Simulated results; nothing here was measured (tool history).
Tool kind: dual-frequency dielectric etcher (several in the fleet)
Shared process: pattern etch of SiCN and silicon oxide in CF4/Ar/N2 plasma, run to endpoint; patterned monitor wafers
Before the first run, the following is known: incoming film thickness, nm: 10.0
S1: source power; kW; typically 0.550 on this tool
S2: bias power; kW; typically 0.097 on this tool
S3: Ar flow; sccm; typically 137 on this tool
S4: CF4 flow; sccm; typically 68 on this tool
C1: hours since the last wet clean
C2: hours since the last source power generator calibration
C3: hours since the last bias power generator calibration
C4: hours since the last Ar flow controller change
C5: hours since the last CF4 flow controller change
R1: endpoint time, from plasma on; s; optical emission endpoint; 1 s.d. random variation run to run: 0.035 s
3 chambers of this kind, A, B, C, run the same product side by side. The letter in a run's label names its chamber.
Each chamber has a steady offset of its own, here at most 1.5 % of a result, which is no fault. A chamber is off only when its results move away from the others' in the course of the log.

At hour 13.1: chamber B: wet clean of the chamber.
Run 1C, hour 15.0: usual settings; C1 390.5; C2 683.7; C3 291.9; C4 30.2; C5 1767.6. Result: R1 9.3247 s.
Run 2B, hour 22.2: usual settings; C1 9.1; C2 2379.4; C3 2499.8; C4 3698.2; C5 2103.4. Result: R1 9.1580 s.
Run 3A, hour 31.8: usual settings; C1 330.9; C2 413.1; C3 289.2; C4 521.7; C5 2095.9. Result: R1 9.2756 s.
Run 4C, hour 42.8: usual settings; C1 418.3; C2 711.5; C3 319.7; C4 58.0; C5 1795.4. Result: R1 9.3438 s.
Run 5A, hour 54.8: usual settings; C1 353.9; C2 436.1; C3 312.2; C4 544.7; C5 2118.9. Result: R1 9.2813 s.
Run 6B, hour 62.3: usual settings; C1 49.2; C2 2419.5; C3 2539.9; C4 3738.3; C5 2143.5. Result: R1 9.2241 s.
Run 7A, hour 72.4: usual settings; C1 371.5; C2 453.7; C3 329.8; C4 562.3; C5 2136.5. Result: R1 9.3456 s.
Run 8C, hour 79.7: usual settings but S1 0.670 kW, S4 83 sccm; C1 455.2; C2 748.4; C3 356.6; C4 94.9; C5 1832.3. Result: R1 7.6325 s.
Run 9B, hour 93.7: usual settings but S1 0.670 kW, S4 83 sccm; C1 80.6; C2 2450.9; C3 2571.3; C4 3769.7; C5 2174.9. Result: R1 7.4987 s.
At hour 97.4: chamber C: wet clean of the chamber.
Run 10A, hour 107.7: usual settings but S1 0.670 kW, S4 83 sccm; C1 406.8; C2 489.0; C3 365.1; C4 597.6; C5 2171.8. Result: R1 7.6124 s.
Run 11B, hour 120.2: usual settings; C1 107.1; C2 2477.4; C3 2597.8; C4 3796.2; C5 2201.4. Result: R1 9.2642 s.
Run 12C, hour 130.7: usual settings; C1 33.3; C2 799.4; C3 407.6; C4 145.9; C5 1883.3. Result: R1 9.3739 s.
Run 13C, hour 142.2: usual settings but S2 0.112 kW; C1 44.8; C2 810.9; C3 419.1; C4 157.4; C5 1894.8. Result: R1 8.9433 s.
Run 14A, hour 155.5: usual settings but S2 0.112 kW; C1 454.6; C2 536.8; C3 412.9; C4 645.4; C5 2219.6. Result: R1 8.8791 s.
Run 15B, hour 164.3: usual settings but S2 0.112 kW; C1 151.2; C2 2521.5; C3 2641.9; C4 3840.3; C5 2245.5. Result: R1 8.7241 s.
Run 16A, hour 172.9: usual settings but S4 62 sccm; C1 472.0; C2 554.2; C3 430.3; C4 662.8; C5 2237.0. Result: R1 9.4373 s.
Run 17B, hour 181.1: usual settings but S4 62 sccm; C1 168.0; C2 2538.3; C3 2658.7; C4 3857.1; C5 2262.3. Result: R1 9.3503 s.
Run 18C, hour 188.8: usual settings but S4 62 sccm; C1 91.4; C2 857.5; C3 465.7; C4 204.0; C5 1941.4. Result: R1 9.5944 s.
Run 19A, hour 201.8: usual settings but S2 0.110 kW; C1 500.9; C2 583.1; C3 459.2; C4 691.7; C5 2265.9. Result: R1 8.8970 s.
Run 20C, hour 214.3: usual settings but S2 0.110 kW; C1 116.9; C2 883.0; C3 491.2; C4 229.5; C5 1966.9. Result: R1 9.1887 s.
Run 21B, hour 224.1: usual settings but S2 0.110 kW; C1 211.0; C2 2581.3; C3 2701.7; C4 3900.1; C5 2305.3. Result: R1 8.8737 s.
Run 22C, hour 235.1: usual settings; C1 137.7; C2 903.8; C3 512.0; C4 250.3; C5 1987.7. Result: R1 9.6560 s.
Run 23A, hour 245.9: usual settings; C1 545.0; C2 627.2; C3 503.3; C4 735.8; C5 2310.0. Result: R1 9.3350 s.
Run 24B, hour 257.4: usual settings; C1 244.3; C2 2614.6; C3 2735.0; C4 3933.4; C5 2338.6. Result: R1 9.1965 s.
Run 25B, hour 269.0: usual settings; C1 255.9; C2 2626.2; C3 2746.6; C4 3945.0; C5 2350.2. Result: R1 9.2739 s.
Run 26C, hour 277.7: usual settings; C1 180.3; C2 946.4; C3 554.6; C4 292.9; C5 2030.3. Result: R1 9.7677 s.

One chamber off, gauge drift, or nothing amiss beyond the chambers' own small offsets? If it is a chamber, which one, and what is the likeliest cause?

Little by little, chamber C moves away from the other chambers.
Cause: source power that arrives under what is set, % = 5.3.
The log may not tell that from: etch rate under this chamber's usual, %.

Chamber C could run next with any of the 4 candidate recipes listed below; each alters the usual settings, and their results appear as question marks. Which one brings its results back in line with what the other chambers deliver on the usual settings?
Maximum distance from the other chambers' mean on the usual settings for a result to count as in line: R1 0.1200 s
Run 27C-1, hour 288.4: usual settings but S2 0.085 kW, S3 144 sccm. Result: R1 ?.
Run 27C-2, hour 288.4: usual settings but S1 0.540 kW. Result: R1 ?.
Run 27C-3, hour 288.4: usual settings but S4 77 sccm. Result: R1 ?.
Run 27C-4, hour 288.4: usual settings but S2 0.107 kW, S3 131 sccm, S4 71 sccm. Result: R1 ?.

On the usual settings, the other chambers give on average: R1 9.2811 s
  run       R1
27C-1  10.3510
27C-2   9.9448
27C-3   9.6120
27C-4   9.3166
The answer is 27C-4, which returns the chamber to within the allowed miss of the others.
